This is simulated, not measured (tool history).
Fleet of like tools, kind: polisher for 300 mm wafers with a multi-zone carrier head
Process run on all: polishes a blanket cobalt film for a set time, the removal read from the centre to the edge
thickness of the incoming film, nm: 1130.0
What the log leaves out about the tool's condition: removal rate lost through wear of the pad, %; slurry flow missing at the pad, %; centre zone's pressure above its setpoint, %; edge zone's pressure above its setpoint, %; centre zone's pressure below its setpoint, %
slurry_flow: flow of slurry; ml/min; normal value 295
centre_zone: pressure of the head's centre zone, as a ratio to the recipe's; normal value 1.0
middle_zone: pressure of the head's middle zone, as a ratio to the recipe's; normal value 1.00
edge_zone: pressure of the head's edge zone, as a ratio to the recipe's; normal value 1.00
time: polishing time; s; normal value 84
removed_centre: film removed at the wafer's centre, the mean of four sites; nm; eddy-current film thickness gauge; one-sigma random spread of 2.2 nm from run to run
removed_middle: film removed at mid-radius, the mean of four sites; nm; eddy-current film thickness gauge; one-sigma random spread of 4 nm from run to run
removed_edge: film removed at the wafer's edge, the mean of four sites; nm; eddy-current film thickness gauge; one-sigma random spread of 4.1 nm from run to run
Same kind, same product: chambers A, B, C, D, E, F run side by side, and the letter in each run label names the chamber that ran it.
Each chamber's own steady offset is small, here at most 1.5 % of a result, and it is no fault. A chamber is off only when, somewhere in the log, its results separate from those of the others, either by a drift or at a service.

run	hour	slurry_flow	centre_zone	middle_zone	edge_zone	time	wafers polished on this pad	hours since the slurry nozzle was cleaned	hours since the centre zone pressure was calibrated	hours since the edge zone pressure was calibrated	removed_centre	removed_middle	removed_edge
1A	6.9	295	1.0	1.00	1.00	84	486	115.9	462.7	204.3	327.06	319.34	327.60
2F	10.5	295	1.0	1.00	1.00	84	674	471.8	135.9	462.5	324.99	321.35	331.69
# hour 11.2: chamber E: worn pad replaced by a new one
3D	16.8	295	1.0	1.00	1.00	84	480	227.1	407.2	56.3	322.40	319.42	322.63
4C	21.8	295	1.0	1.00	1.00	84	700	284.9	512.7	955.8	323.17	323.63	327.49
5E	27.1	295	1.0	1.00	1.00	84	126	378.1	113.3	294.2	321.23	333.49	329.39
6B	33.7	295	1.0	1.00	1.00	84	974	321.7	407.2	301.9	318.69	317.08	328.61
7A	40.9	295	1.0	1.00	1.00	84	756	149.9	496.7	238.3	325.05	321.85	333.06
# hour 44.4: chamber C: worn pad replaced by a new one
# hour 44.5: chamber C: edge zone pressure recalibrated
8B	46.9	295	1.0	1.00	1.00	84	1079	334.9	420.4	315.1	320.72	319.77	323.72
# hour 50.5: chamber A: worn pad replaced by a new one
9F	53.8	295	1.0	1.00	1.00	84	1018	515.1	179.2	505.8	319.13	323.09	325.38
# hour 54.1: chamber F: worn pad replaced by a new one
10D	58.9	295	1.0	1.00	1.00	84	814	269.2	449.3	98.4	326.51	328.47	319.60
11C	63.4	295	1.0	1.00	1.00	84	151	326.5	554.3	18.9	325.03	332.38	330.47
# hour 64.5: chamber B: worn pad replaced by a new one
12E	71.3	295	1.0	1.00	1.00	84	477	422.3	157.5	338.4	325.59	326.98	319.19
13E	77.1	295	1.0	1.00	1.00	84	523	428.1	163.3	344.2	322.94	320.64	326.77
14D	83.0	295	1.0	1.00	1.00	84	1006	293.3	473.4	122.5	321.27	319.26	316.85
15F	87.1	295	1.0	0.90	1.00	84	262	548.4	212.5	539.1	318.06	285.76	330.12
# hour 91.7: chamber E: worn pad replaced by a new one
16C	94.0	295	1.0	0.90	1.00	84	394	357.1	584.9	49.5	328.24	292.48	327.95
17B	99.5	295	1.0	0.90	1.00	84	278	387.5	473.0	367.7	319.03	297.84	326.72
18A	103.3	295	1.0	0.90	1.00	84	419	212.3	559.1	300.7	323.76	292.15	316.92
# hour 105.6: chamber E: slurry nozzle cleaned
19B	111.3	295	1.0	0.90	1.00	84	372	399.3	484.8	379.5	317.44	294.24	334.20
20A	117.6	295	1.0	0.90	1.00	84	533	226.6	573.4	315.0	322.31	292.79	328.65
21F	125.5	295	1.0	1.00	1.00	84	567	586.8	250.9	577.5	320.80	324.73	316.82
22D	133.1	295	1.0	1.00	1.00	84	1403	343.4	523.5	172.6	323.11	324.63	313.90
23E	138.6	295	1.0	1.00	1.00	84	372	33.0	224.8	405.7	329.40	318.28	323.44
# hour 141.3: chamber C: worn pad replaced by a new one
24C	142.9	295	1.0	1.00	1.00	84	12	406.0	633.8	98.4	325.59	323.67	326.71
# hour 144.2: chamber D: worn pad replaced by a new one
25A	147.5	295	1.0	1.00	1.00	84	770	256.5	603.3	344.9	324.80	331.45	326.98
26E	151.3	295	1.0	1.00	1.00	84	473	45.7	237.5	418.4	321.84	329.95	327.14
# hour 152.1: chamber E: worn pad replaced by a new one
27F	159.1	295	1.0	1.00	1.00	84	833	620.4	284.5	611.1	314.66	316.29	324.04
28B	162.9	295	1.0	1.00	1.00	84	781	450.9	536.4	431.1	320.79	321.05	328.59
29D	168.6	295	0.9	1.00	0.89	84	194	378.9	559.0	208.1	289.26	328.40	303.97
# hour 169.8: chamber A: worn pad replaced by a new one
# hour 173.2: chamber D: slurry nozzle cleaned
# hour 174.0: chamber A: centre zone pressure recalibrated
30C	176.5	295	0.9	1.00	0.89	84	279	439.6	667.4	132.0	293.86	328.30	309.51
31E	182.2	295	0.9	1.00	0.89	84	239	76.6	268.4	449.3	289.54	331.37	307.06
# hour 186.0: chamber F: worn pad replaced by a new one
# hour 188.1: chamber B: slurry nozzle cleaned
32B	189.1	295	0.9	1.00	0.89	84	989	1.0	562.6	457.3	282.99	323.06	306.90
33F	196.0	295	0.9	1.00	0.89	84	79	657.3	321.4	648.0	276.90	324.69	306.88
34A	201.9	295	0.9	1.00	0.89	84	254	310.9	27.9	399.3	288.13	322.56	305.15
35C	208.5	295	1.0	1.04	1.00	84	533	471.6	699.4	164.0	326.72	326.43	319.22
36D	213.9	295	1.0	1.04	1.00	84	553	40.8	604.3	253.4	322.28	330.67	320.22
37B	222.0	295	1.0	1.04	1.00	84	1251	33.9	595.5	490.2	322.55	339.68	326.07
# hour 225.1: chamber C: worn pad replaced by a new one
# hour 227.3: chamber E: worn pad replaced by a new one
38A	229.7	295	1.0	1.04	1.00	84	475	338.7	55.7	427.1	325.79	332.56	324.78
39E	236.6	295	1.0	1.04	1.00	84	74	131.0	322.8	503.7	328.42	340.47	322.20
40D	244.7	295	1.0	1.04	1.00	84	798	71.6	635.1	284.2	325.78	337.02	318.82
41C	248.9	295	1.0	1.00	1.00	84	189	512.0	739.8	204.4	324.33	330.02	320.04
42F	257.1	295	1.0	1.00	1.00	84	564	718.4	382.5	709.1	305.12	318.93	320.33

Which is it: a chamber that has drifted or been left off by a service, a gauge drift common to all chambers, or only each chamber's usual small offset? If a chamber is off, name it and its likeliest cause.

One chamber, F, drifts off from the rest bit by bit.
What lies behind it: centre zone's pressure below its setpoint, % = 5.27.

Chamber F could run next with any of the 4 candidate recipes listed below; each alters the usual settings, and their results appear as question marks. Which one brings its results back in line with what the other chambers deliver on the usual settings?
A result is in line if it is within this distance of the other chambers' mean on the usual settings: removed_centre 7.80 nm; removed_middle 14.00 nm; removed_edge 14.00 nm
43F-1	263.1	295	0.98	1.00	1.01	84					?	?	?
43F-2	263.1	290	0.95	1.00	1.02	83					?	?	?
43F-3	263.1	300	1.05	1.00	0.98	85					?	?	?
43F-4	263.1	295	1.02	1.00	0.99	84					?	?	?

The other chambers' mean on the usual settings: removed_centre 324.30 nm; removed_middle 325.09 nm; removed_edge 325.41 nm
run	removed_centre	removed_middle	removed_edge
43F-1	297.74	325.08	326.41
43F-2	283.54	320.69	323.75
43F-3	326.02	329.41	325.59
43F-4	311.35	325.02	323.03
43F-3 is the one that brings the chamber's results back in line with the other chambers.
